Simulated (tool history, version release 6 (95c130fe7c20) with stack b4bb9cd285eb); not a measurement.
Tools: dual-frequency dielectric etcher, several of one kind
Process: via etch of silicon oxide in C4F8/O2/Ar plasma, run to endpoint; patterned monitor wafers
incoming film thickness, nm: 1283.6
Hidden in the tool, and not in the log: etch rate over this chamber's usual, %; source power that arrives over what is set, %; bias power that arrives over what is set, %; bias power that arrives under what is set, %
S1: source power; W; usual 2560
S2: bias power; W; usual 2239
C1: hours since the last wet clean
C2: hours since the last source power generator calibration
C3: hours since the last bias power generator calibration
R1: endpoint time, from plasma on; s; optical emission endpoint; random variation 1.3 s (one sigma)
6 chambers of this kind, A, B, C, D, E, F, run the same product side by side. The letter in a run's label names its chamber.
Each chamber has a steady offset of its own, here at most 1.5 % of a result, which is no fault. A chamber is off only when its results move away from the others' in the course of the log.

| run | hour | S1 | S2 | C1 | C2 | C3 | R1 |
|---|---|---|---|---|---|---|---|
| 1E | 3.6 | 2560 | 2239 | 372.6 | 2831.2 | 2324.3 | 222.43 |
| 2A | 8.3 | 2560 | 2239 | 18.7 | 1807.9 | 1889.2 | 218.28 |
| 3C | 12.2 | 2560 | 2239 | 163.7 | 2756.5 | 2978.1 | 222.60 |
| 4D | 16.6 | 2560 | 2239 | 140.7 | 2260.6 | 615.7 | 218.78 |
| 5F | 24.0 | 2120 | 2416 | 258.3 | 268.2 | 2976.3 | 232.28 |
| 6B | 30.8 | 2120 | 2416 | 266.9 | 656.4 | 3251.9 | 232.07 |
| 7F | 35.8 | 2120 | 2416 | 270.1 | 280.0 | 2988.1 | 232.76 |
| 8B | 43.5 | 2120 | 2416 | 279.6 | 669.1 | 3264.6 | 231.28 |
| 9D | 50.5 | 2120 | 2416 | 174.6 | 2294.5 | 649.6 | 235.46 |
| 10E | 57.9 | 2120 | 2416 | 426.9 | 2885.5 | 2378.6 | 235.33 |
| 11C | 65.6 | 2560 | 2239 | 217.1 | 2809.9 | 3031.5 | 223.08 |
| 12A | 70.9 | 2560 | 2239 | 81.3 | 1870.5 | 1951.8 | 220.94 |
| 13A | 74.5 | 2560 | 2239 | 84.9 | 1874.1 | 1955.4 | 219.80 |
| 14C | 82.1 | 2560 | 2239 | 233.6 | 2826.4 | 3048.0 | 223.08 |
| 15F | 88.0 | 2560 | 2239 | 322.3 | 332.2 | 3040.3 | 220.15 |
| 16B | 92.2 | 2560 | 2239 | 328.3 | 717.8 | 3313.3 | 219.16 |
| 17D | 96.3 | 2560 | 2239 | 220.4 | 2340.3 | 695.4 | 220.32 |
| 18E | 101.1 | 2560 | 2239 | 470.1 | 2928.7 | 2421.8 | 223.21 |
| 19E | 108.4 | 2560 | 2239 | 477.4 | 2936.0 | 2429.1 | 222.04 |
| 20F | 114.7 | 2560 | 2239 | 349.0 | 358.9 | 3067.0 | 221.06 |
| 21B | 120.1 | 2560 | 2042 | 356.2 | 745.7 | 3341.2 | 224.43 |
| 22D | 124.8 | 2560 | 2042 | 248.9 | 2368.8 | 723.9 | 226.92 |
| 23A | 130.2 | 2560 | 2042 | 140.6 | 1929.8 | 2011.1 | 224.14 |
| 24C | 133.8 | 2560 | 2042 | 285.3 | 2878.1 | 3099.7 | 228.66 |
| 25A | 141.6 | 2560 | 2042 | 152.0 | 1941.2 | 2022.5 | 227.45 |
| 26E | 145.2 | 2560 | 2042 | 514.2 | 2972.8 | 2465.9 | 230.88 |
| 27D | 150.4 | 2560 | 2239 | 274.5 | 2394.4 | 749.5 | 220.71 |
| 28F | 156.8 | 2560 | 2239 | 391.1 | 401.0 | 3109.1 | 218.42 |
| 29C | 160.4 | 2560 | 2239 | 311.9 | 2904.7 | 3126.3 | 221.54 |
| 30B | 167.0 | 2560 | 2239 | 403.1 | 792.6 | 3388.1 | 218.63 |
|  | 170.8 | chamber E: source power generator calibrated |
| 31B | 174.4 | 2560 | 2239 | 410.5 | 800.0 | 3395.5 | 215.61 |
|  | 176.3 | chamber F: wet clean of the chamber |
| 32C | 178.4 | 2890 | 2489 | 329.9 | 2922.7 | 3144.3 | 205.43 |
| 33D | 183.0 | 2890 | 2489 | 307.1 | 2427.0 | 782.1 | 203.14 |
| 34F | 190.3 | 2890 | 2489 | 14.0 | 434.5 | 3142.6 | 203.50 |
| 35A | 197.9 | 2890 | 2489 | 208.3 | 1997.5 | 2078.8 | 203.24 |
| 36E | 206.1 | 2890 | 2489 | 575.1 | 35.3 | 2526.8 | 203.38 |
| 37D | 214.3 | 2890 | 2489 | 338.4 | 2458.3 | 813.4 | 201.70 |
| 38C | 222.5 | 2560 | 2239 | 374.0 | 2966.8 | 3188.4 | 225.81 |
| 39F | 227.7 | 2560 | 2239 | 51.4 | 471.9 | 3180.0 | 221.15 |
| 40B | 233.6 | 2560 | 2239 | 469.7 | 859.2 | 3454.7 | 214.28 |
| 41E | 237.4 | 2560 | 2239 | 606.4 | 66.6 | 2558.1 | 221.62 |

Is one chamber off against the others, does the gauge drift, or is nothing wrong? If a chamber is off, say which, and what the likeliest cause is.

Chamber B drifts away from the others.
Cause: etch rate over this chamber's usual, % = 3.93.

Here are 4 candidates for chamber B's next run, each the usual settings with a change, their results left as question marks. Which one brings its results back in line with what the others give on the usual settings?
In line means no further than this from the other chambers' mean on the usual settings: R1 4.50 s
| 42B-1 | 243.3 | 2740 | 2352 |  |  |  | ? |
| 42B-2 | 243.3 | 2200 | 2012 |  |  |  | ? |
| 42B-3 | 243.3 | 3110 | 2239 |  |  |  | ? |
| 42B-4 | 243.3 | 2380 | 2126 |  |  |  | ? |

The other chambers' mean on the usual settings: R1 221.03 s
| run | R1 |
|---|---|
| 42B-1 | 202.59 |
| 42B-2 | 230.97 |
| 42B-3 | 195.34 |
| 42B-4 | 220.44 |
42B-4 brings the chamber back in line.
